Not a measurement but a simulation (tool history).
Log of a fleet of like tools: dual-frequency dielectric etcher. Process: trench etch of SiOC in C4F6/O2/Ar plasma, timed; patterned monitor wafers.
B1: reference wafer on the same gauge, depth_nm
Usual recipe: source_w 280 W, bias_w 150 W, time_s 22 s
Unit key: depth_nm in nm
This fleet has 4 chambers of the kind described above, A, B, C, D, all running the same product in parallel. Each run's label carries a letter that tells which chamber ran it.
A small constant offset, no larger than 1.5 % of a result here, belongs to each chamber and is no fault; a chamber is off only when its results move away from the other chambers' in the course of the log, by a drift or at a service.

{"run": "1B", "hour": 12.5, "source_w": 280, "bias_w": 150, "time_s": 22, "B1": 39.294, "depth_nm": 37.036}
{"hour": 15.8, "done": "chamber B: wet clean of the chamber"}
{"run": "2D", "hour": 24.4, "source_w": 280, "bias_w": 150, "time_s": 22, "B1": 39.334, "depth_nm": 37.87}
{"hour": 28.3, "done": "chamber D: wet clean of the chamber"}
{"run": "3A", "hour": 36.6, "source_w": 280, "bias_w": 150, "time_s": 22, "B1": 39.303, "depth_nm": 37.206}
{"run": "4C", "hour": 46.8, "source_w": 280, "bias_w": 150, "time_s": 22, "B1": 39.32, "depth_nm": 37.469}
{"hour": 57.4, "done": "chamber C: wet clean of the chamber"}
{"run": "5B", "hour": 59.6, "source_w": 250, "bias_w": 150, "time_s": 16.5, "B1": 39.299, "depth_nm": 26.658}
{"run": "6A", "hour": 70.2, "source_w": 250, "bias_w": 150, "time_s": 16.5, "B1": 39.289, "depth_nm": 26.799}
{"run": "7D", "hour": 77.5, "source_w": 250, "bias_w": 150, "time_s": 16.5, "B1": 39.3, "depth_nm": 27.07}
{"run": "8C", "hour": 88.4, "source_w": 250, "bias_w": 150, "time_s": 16.5, "B1": 39.343, "depth_nm": 26.795}
{"run": "9D", "hour": 99.1, "source_w": 240, "bias_w": 150, "time_s": 22, "B1": 39.319, "depth_nm": 35.494}
{"run": "10B", "hour": 105.2, "source_w": 240, "bias_w": 150, "time_s": 22, "B1": 39.306, "depth_nm": 34.87}
{"hour": 111.7, "done": "chamber A: wet clean of the chamber"}
{"run": "11C", "hour": 114.0, "source_w": 240, "bias_w": 150, "time_s": 22, "B1": 39.272, "depth_nm": 35.175}
{"run": "12A", "hour": 123.5, "source_w": 240, "bias_w": 150, "time_s": 22, "B1": 39.318, "depth_nm": 35.202}
{"run": "13C", "hour": 130.4, "source_w": 280, "bias_w": 150, "time_s": 22, "B1": 39.296, "depth_nm": 37.332}
{"run": "14D", "hour": 142.7, "source_w": 280, "bias_w": 150, "time_s": 22, "B1": 39.278, "depth_nm": 37.68}
{"run": "15B", "hour": 152.5, "source_w": 280, "bias_w": 150, "time_s": 22, "B1": 39.294, "depth_nm": 36.911}
{"run": "16A", "hour": 162.3, "source_w": 280, "bias_w": 150, "time_s": 22, "B1": 39.303, "depth_nm": 37.191}
{"run": "17A", "hour": 170.6, "source_w": 230, "bias_w": 150, "time_s": 27, "B1": 39.316, "depth_nm": 42.278}
{"run": "18C", "hour": 177.6, "source_w": 230, "bias_w": 150, "time_s": 27, "B1": 39.294, "depth_nm": 42.347}
{"run": "19B", "hour": 190.4, "source_w": 230, "bias_w": 150, "time_s": 27, "B1": 39.319, "depth_nm": 42.544}
{"run": "20D", "hour": 202.9, "source_w": 230, "bias_w": 150, "time_s": 27, "B1": 39.314, "depth_nm": 42.887}
{"run": "21C", "hour": 216.3, "source_w": 280, "bias_w": 150, "time_s": 22, "B1": 39.311, "depth_nm": 37.6}
{"hour": 224.4, "done": "chamber C: source power generator calibrated"}
{"run": "22A", "hour": 228.6, "source_w": 280, "bias_w": 150, "time_s": 22, "B1": 39.293, "depth_nm": 37.237}
{"run": "23D", "hour": 236.7, "source_w": 280, "bias_w": 150, "time_s": 22, "B1": 39.302, "depth_nm": 37.618}
{"run": "24B", "hour": 243.3, "source_w": 280, "bias_w": 150, "time_s": 22, "B1": 39.29, "depth_nm": 37.118}
{"run": "25C", "hour": 256.2, "source_w": 280, "bias_w": 150, "time_s": 22, "B1": 39.304, "depth_nm": 37.541}
{"run": "26B", "hour": 268.3, "source_w": 340, "bias_w": 150, "time_s": 22, "B1": 39.296, "depth_nm": 40.106}
{"run": "27A", "hour": 280.0, "source_w": 340, "bias_w": 150, "time_s": 22, "B1": 39.316, "depth_nm": 40.312}
{"run": "28D", "hour": 286.4, "source_w": 340, "bias_w": 150, "time_s": 22, "B1": 39.306, "depth_nm": 40.59}
{"run": "29D", "hour": 297.0, "source_w": 340, "bias_w": 150, "time_s": 22, "B1": 39.344, "depth_nm": 40.973}
{"run": "30A", "hour": 310.9, "source_w": 280, "bias_w": 150, "time_s": 22, "B1": 39.291, "depth_nm": 37.298}
{"run": "31B", "hour": 321.5, "source_w": 340, "bias_w": 150, "time_s": 26, "B1": 39.297, "depth_nm": 47.24}
{"run": "32C", "hour": 329.7, "source_w": 340, "bias_w": 150, "time_s": 26, "B1": 39.339, "depth_nm": 47.726}
{"run": "33D", "hour": 342.1, "source_w": 340, "bias_w": 150, "time_s": 26, "B1": 39.307, "depth_nm": 48.215}
{"hour": 352.3, "done": "chamber B: wet clean of the chamber"}
{"run": "34B", "hour": 355.3, "source_w": 340, "bias_w": 150, "time_s": 26, "B1": 39.293, "depth_nm": 46.987}
{"run": "35C", "hour": 366.1, "source_w": 280, "bias_w": 150, "time_s": 22, "B1": 39.301, "depth_nm": 37.535}
{"run": "36A", "hour": 376.3, "source_w": 220, "bias_w": 150, "time_s": 22, "B1": 39.277, "depth_nm": 34.153}
{"run": "37D", "hour": 385.4, "source_w": 220, "bias_w": 150, "time_s": 22, "B1": 39.32, "depth_nm": 34.403}
{"run": "38C", "hour": 397.9, "source_w": 220, "bias_w": 150, "time_s": 22, "B1": 39.31, "depth_nm": 33.907}
{"run": "39A", "hour": 407.0, "source_w": 220, "bias_w": 150, "time_s": 22, "B1": 39.326, "depth_nm": 33.931}
{"run": "40B", "hour": 413.0, "source_w": 280, "bias_w": 150, "time_s": 22, "B1": 39.299, "depth_nm": 37.273}
{"run": "41D", "hour": 421.5, "source_w": 280, "bias_w": 150, "time_s": 22, "B1": 39.325, "depth_nm": 37.704}
{"run": "42A", "hour": 431.5, "source_w": 280, "bias_w": 150, "time_s": 22, "B1": 39.337, "depth_nm": 37.247}
{"run": "43C", "hour": 443.4, "source_w": 280, "bias_w": 150, "time_s": 22, "B1": 39.302, "depth_nm": 37.443}
{"run": "44B", "hour": 456.9, "source_w": 280, "bias_w": 150, "time_s": 22, "B1": 39.289, "depth_nm": 37.047}

Which is it: a chamber that has drifted or been left off by a service, a gauge drift common to all chambers, or only each chamber's usual small offset? If a chamber is off, name it and its likeliest cause.

All chambers stay in line apart from their small fixed offsets, and the gauge does not drift.

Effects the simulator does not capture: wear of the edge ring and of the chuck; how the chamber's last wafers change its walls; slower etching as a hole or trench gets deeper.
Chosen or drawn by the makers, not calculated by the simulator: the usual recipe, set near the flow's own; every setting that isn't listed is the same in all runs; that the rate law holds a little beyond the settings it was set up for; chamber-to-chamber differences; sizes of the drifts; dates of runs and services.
